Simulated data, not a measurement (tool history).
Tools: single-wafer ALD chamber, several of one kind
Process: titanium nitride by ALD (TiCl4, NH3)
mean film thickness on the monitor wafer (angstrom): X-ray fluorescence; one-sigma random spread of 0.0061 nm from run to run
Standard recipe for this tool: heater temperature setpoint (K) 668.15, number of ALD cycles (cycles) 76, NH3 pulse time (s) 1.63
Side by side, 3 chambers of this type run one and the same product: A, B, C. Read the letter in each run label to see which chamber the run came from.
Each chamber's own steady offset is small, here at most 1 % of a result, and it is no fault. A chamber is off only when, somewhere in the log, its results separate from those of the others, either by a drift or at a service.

run   hour  heater temperature setpoint (K)  number of ALD cycles (cycles)  NH3 pulse time (s)  hours since the last thermocouple change  read-back reference wafer on the same gauge, thickness_nm  mean film thickness on the monitor wafer (angstrom)
 1A    5.3                           668.15                             76                1.63                                     969.9                                                     1.5911                                               16.534
 2B   11.3                           668.15                             76                1.63                                     254.8                                                     1.5921                                               16.647
 3C   20.5                           668.15                             76                1.63                                     755.6                                                     1.5901                                               16.306
 4B   31.7                           668.15                             76                1.63                                     275.2                                                     1.5886                                               16.698
 5A   39.1                           668.15                             76                1.63                                    1003.7                                                     1.5889                                               16.771
 6C   50.0                           668.15                             76                1.95                                     785.1                                                     1.5906                                               16.715
 7A   60.1                           668.15                             76                1.95                                    1024.7                                                     1.5888                                               16.862
 8C   67.2                           668.15                             76                1.95                                     802.3                                                     1.5911                                               16.518
 9B   78.8                           681.15                             65                1.63                                     322.3                                                     1.5883                                               14.325
10A   86.4                           681.15                             65                1.63                                    1051.0                                                     1.5900                                               14.333
11B   96.9                           681.15                             65                1.63                                     340.4                                                     1.5901                                               14.334
12C  105.7                           668.15                             76                1.63                                     840.8                                                     1.5903                                               16.439
13B  116.6                           668.15                             76                1.63                                     360.1                                                     1.5918                                               16.703
14A  127.9                           668.15                             76                1.63                                    1092.5                                                     1.5905                                               16.630
15C  134.9                           668.15                             85                2.25                                     870.0                                                     1.5891                                               18.452
16C  146.3                           668.15                             85                2.25                                     881.4                                                     1.5894                                               18.741
17B  152.4                           668.15                             85                2.25                                     395.9                                                     1.5904                                               18.994
18A  158.3                           668.15                             76                1.63                                    1122.9                                                     1.5890                                               16.747
19A  170.0                           655.15                             76                1.63                                    1134.6                                                     1.5898                                               16.453
20C  177.2                           655.15                             76                1.63                                     912.3                                                     1.5884                                               16.210
21B  183.6                           655.15                             76                1.63                                     427.1                                                     1.5894                                               16.466
22B  192.2                           668.15                             76                1.63                                     435.7                                                     1.5899                                               16.706
23C  202.2                           668.15                             76                1.63                                     937.3                                                     1.5900                                               16.517
24A  212.5                           668.15                             67                2.02                                    1177.1                                                     1.5900                                               14.808

Each of the 3 chambers runs these same settings next. Fill in every chamber's results:
25A  220.8                           668.15                             90                1.63                                                                                                                                                         ?
25B  220.8                           668.15                             90                1.63                                                                                                                                                         ?
25C  220.8                           668.15                             90                1.63                                                                                                                                                         ?

run  mean film thickness on the monitor wafer (angstrom)
25A                                               19.744
25B                                               19.620
25C                                               19.451

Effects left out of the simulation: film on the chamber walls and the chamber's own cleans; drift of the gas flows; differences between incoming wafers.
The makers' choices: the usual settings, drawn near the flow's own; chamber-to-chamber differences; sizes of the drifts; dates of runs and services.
